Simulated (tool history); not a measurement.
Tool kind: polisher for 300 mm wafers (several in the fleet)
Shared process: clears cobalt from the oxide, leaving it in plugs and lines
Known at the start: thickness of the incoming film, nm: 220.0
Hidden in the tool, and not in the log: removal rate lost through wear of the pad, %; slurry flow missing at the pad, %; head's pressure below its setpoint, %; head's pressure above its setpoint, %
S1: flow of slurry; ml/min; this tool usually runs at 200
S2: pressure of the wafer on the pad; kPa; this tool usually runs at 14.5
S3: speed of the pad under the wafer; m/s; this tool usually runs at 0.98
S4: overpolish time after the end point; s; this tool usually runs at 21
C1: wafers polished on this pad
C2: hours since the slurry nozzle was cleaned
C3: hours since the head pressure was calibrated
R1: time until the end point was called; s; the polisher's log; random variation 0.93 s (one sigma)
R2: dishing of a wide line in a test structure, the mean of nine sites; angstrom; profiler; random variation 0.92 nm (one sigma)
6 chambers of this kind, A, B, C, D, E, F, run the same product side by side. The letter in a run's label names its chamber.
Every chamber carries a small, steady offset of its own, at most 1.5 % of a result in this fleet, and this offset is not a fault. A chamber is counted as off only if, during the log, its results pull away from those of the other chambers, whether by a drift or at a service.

run 1A day=0.283 | S1=200 S2=14.5 S3=0.98 S4=21 | C1=798 C2=252.1 C3=183.5 | R1=48.98 R2=469.58
-- day=0.525 chamber C: worn pad replaced by a new one
run 2C day=0.6 | S1=200 S2=14.5 S3=0.98 S4=21 | C1=14 C2=16.9 C3=809 | R1=48.855 R2=470.53
-- day=0.742 chamber E: worn pad replaced by a new one
-- day=0.85 chamber D: worn pad replaced by a new one
-- day=0.912 chamber E: slurry nozzle cleaned
run 3F day=0.988 | S1=200 S2=14.5 S3=0.98 S4=21 | C1=641 C2=343.9 C3=519.4 | R1=47.796 R2=485.6
run 4E day=1.446 | S1=200 S2=14.5 S3=0.98 S4=21 | C1=129 C2=12.8 C3=463 | R1=46.254 R2=470.89
-- day=1.5 chamber A: worn pad replaced by a new one
run 5D day=1.796 | S1=200 S2=14.5 S3=0.98 S4=21 | C1=173 C2=112.3 C3=232.5 | R1=48.396 R2=449.53
run 6B day=2.267 | S1=200 S2=14.5 S3=0.98 S4=27 | C1=1280 C2=653.6 C3=414 | R1=48.204 R2=511.72
-- day=2.308 chamber B: worn pad replaced by a new one
run 7D day=2.771 | S1=200 S2=14.5 S3=0.98 S4=27 | C1=351 C2=135.7 C3=255.9 | R1=48.846 R2=499.08
-- day=3.062 chamber C: head pressure recalibrated
run 8E day=3.146 | S1=200 S2=14.5 S3=0.98 S4=27 | C1=440 C2=53.6 C3=503.8 | R1=46.148 R2=502.2
run 9C day=3.488 | S1=200 S2=14.5 S3=0.98 S4=27 | C1=542 C2=86.2 C3=10.2 | R1=49.662 R2=505.18
run 10B day=3.883 | S1=200 S2=14.5 S3=0.98 S4=27 | C1=288 C2=692.4 C3=452.8 | R1=49.591 R2=503.46
-- day=4.25 chamber F: worn pad replaced by a new one
run 11A day=4.404 | S1=200 S2=14.5 S3=0.98 S4=27 | C1=531 C2=351 C3=282.4 | R1=47.706 R2=497.82
-- day=4.629 chamber E: worn pad replaced by a new one
run 12F day=4.646 | S1=230 S2=14.5 S3=0.98 S4=21 | C1=72 C2=431.7 C3=607.2 | R1=47.213 R2=478.9
-- day=4.962 chamber D: worn pad replaced by a new one
run 13A day=5.083 | S1=230 S2=14.5 S3=0.98 S4=21 | C1=655 C2=367.3 C3=298.7 | R1=50.708 R2=466.16
-- day=5.138 chamber C: worn pad replaced by a new one
run 14F day=5.575 | S1=230 S2=14.5 S3=0.98 S4=21 | C1=242 C2=454 C3=629.5 | R1=46.232 R2=477.93
run 15D day=6.121 | S1=230 S2=14.5 S3=0.98 S4=21 | C1=212 C2=216.1 C3=336.3 | R1=46.768 R2=467.09
run 16E day=6.362 | S1=230 S2=14.5 S3=0.98 S4=21 | C1=317 C2=130.8 C3=581 | R1=45.33 R2=474.84
run 17B day=6.642 | S1=230 S2=14.5 S3=0.98 S4=21 | C1=793 C2=758.6 C3=519 | R1=50.288 R2=486.64
-- day=6.667 chamber A: worn pad replaced by a new one
run 18C day=7.188 | S1=200 S2=16.5 S3=0.98 S4=33 | C1=375 C2=175 C3=99 | R1=42.101 R2=543.37
run 19E day=7.454 | S1=200 S2=16.5 S3=0.98 S4=33 | C1=517 C2=157 C3=607.2 | R1=43.021 R2=556.2
-- day=7.529 chamber F: head pressure recalibrated
-- day=7.533 chamber B: slurry nozzle cleaned
-- day=7.621 chamber D: head pressure recalibrated
run 20C day=7.883 | S1=200 S2=16.5 S3=0.98 S4=33 | C1=502 C2=191.7 C3=115.7 | R1=42.16 R2=551.84
-- day=8.175 chamber B: head pressure recalibrated
run 21A day=8.25 | S1=200 S2=16.5 S3=0.98 S4=33 | C1=290 C2=443.3 C3=374.7 | R1=43.692 R2=547.12
run 22D day=8.546 | S1=200 S2=16.5 S3=0.98 S4=33 | C1=655 C2=274.3 C3=22.3 | R1=43.953 R2=543.62
run 23F day=9.012 | S1=200 S2=16.5 S3=0.98 S4=33 | C1=871 C2=536.5 C3=35.6 | R1=41.849 R2=552.99
-- day=9.138 chamber D: worn pad replaced by a new one
-- day=9.171 chamber E: worn pad replaced by a new one
-- day=9.258 chamber C: worn pad replaced by a new one
run 24B day=9.562 | S1=200 S2=14.5 S3=0.98 S4=31 | C1=1327 C2=48.8 C3=33.4 | R1=47.928 R2=541.19
-- day=9.788 chamber F: slurry nozzle cleaned
run 25B day=9.925 | S1=200 S2=14.5 S3=0.98 S4=31 | C1=1393 C2=57.5 C3=42.1 | R1=47.383 R2=551.92
-- day=10.038 chamber B: worn pad replaced by a new one
-- day=10.204 chamber F: worn pad replaced by a new one
run 26E day=10.358 | S1=200 S2=14.5 S3=0.98 S4=31 | C1=217 C2=226.7 C3=676.9 | R1=49.502 R2=536.68
run 27C day=10.612 | S1=200 S2=14.5 S3=0.98 S4=31 | C1=248 C2=257.2 C3=181.2 | R1=48.753 R2=539.06
run 28A day=11.158 | S1=200 S2=14.5 S3=0.98 S4=31 | C1=821 C2=513.1 C3=444.5 | R1=51.792 R2=532.33
run 29D day=11.517 | S1=200 S2=14.5 S3=0.98 S4=31 | C1=435 C2=345.6 C3=93.6 | R1=50.46 R2=536.27
-- day=11.621 chamber A: slurry nozzle cleaned
run 30F day=11.825 | S1=200 S2=14.5 S3=0.98 S4=12 | C1=296 C2=49 C3=103.1 | R1=47.983 R2=352.36
-- day=12.033 chamber A: worn pad replaced by a new one
run 31A day=12.088 | S1=200 S2=14.5 S3=0.98 S4=12 | C1=10 C2=11.2 C3=466.8 | R1=52.791 R2=329.46
run 32D day=12.512 | S1=200 S2=14.5 S3=0.98 S4=12 | C1=617 C2=369.5 C3=117.5 | R1=47.549 R2=346.17
-- day=12.583 chamber D: worn pad replaced by a new one
run 33C day=12.783 | S1=200 S2=14.5 S3=0.98 S4=12 | C1=645 C2=309.3 C3=233.3 | R1=48.002 R2=350.39
-- day=12.912 chamber E: worn pad replaced by a new one
run 34F day=13.183 | S1=200 S2=14.5 S3=0.98 S4=12 | C1=545 C2=81.6 C3=135.7 | R1=48.792 R2=353.03
run 35E day=13.646 | S1=200 S2=14.5 S3=0.98 S4=12 | C1=134 C2=305.6 C3=755.8 | R1=47.958 R2=349.7
-- day=13.804 chamber C: worn pad replaced by a new one
run 36B day=14.042 | S1=200 S2=14.5 S3=0.98 S4=21 | C1=732 C2=156.3 C3=140.9 | R1=50.33 R2=477.68
run 37E day=14.492 | S1=200 S2=14.5 S3=0.98 S4=21 | C1=289 C2=325.9 C3=776.1 | R1=50.339 R2=477.78
run 38C day=14.842 | S1=200 S2=14.5 S3=0.98 S4=21 | C1=190 C2=358.7 C3=282.7 | R1=50.402 R2=470.09
run 39B day=15.375 | S1=200 S2=14.5 S3=0.98 S4=21 | C1=976 C2=188.3 C3=172.9 | R1=49.269 R2=484.22
run 40D day=15.829 | S1=200 S2=14.5 S3=0.98 S4=21 | C1=594 C2=449.1 C3=197.1 | R1=47.809 R2=451

One chamber off, gauge drift, or nothing amiss beyond the chambers' own small offsets? If it is a chamber, which one, and what is the likeliest cause?

It is chamber A that slowly wanders off from its peers.
Most likely cause: head's pressure below its setpoint, % = 11.6.

Chamber A could run next with any of the 4 candidate recipes listed below; each alters the usual settings, and their results appear as question marks. Which one brings its results back in line with what the other chambers deliver on the usual settings?
In line means no further than this from the other chambers' mean on the usual settings: R1 3.3 s; R2 32 angstrom
run 41A-1 day=16.225 | S1=200 S2=13.8 S3=0.92 S4=21 | R1=? R2=?
run 41A-2 day=16.225 | S1=200 S2=15.2 S3=1.04 S4=21 | R1=? R2=?
run 41A-3 day=16.225 | S1=195 S2=13.1 S3=0.86 S4=21 | R1=? R2=?
run 41A-4 day=16.225 | S1=205 S2=16.5 S3=1.12 S4=22 | R1=? R2=?

What the other chambers average on the usual settings: R1 48.453 s; R2 473.42 angstrom
run=41A-1 R1=61.521 R2=426.67
run=41A-2 R1=49.455 R2=470.86
run=41A-3 R1=69.545 R2=400.45
run=41A-4 R1=41.96 R2=508.67
Change 41A-2 lands the chamber within the allowed miss of the other chambers.

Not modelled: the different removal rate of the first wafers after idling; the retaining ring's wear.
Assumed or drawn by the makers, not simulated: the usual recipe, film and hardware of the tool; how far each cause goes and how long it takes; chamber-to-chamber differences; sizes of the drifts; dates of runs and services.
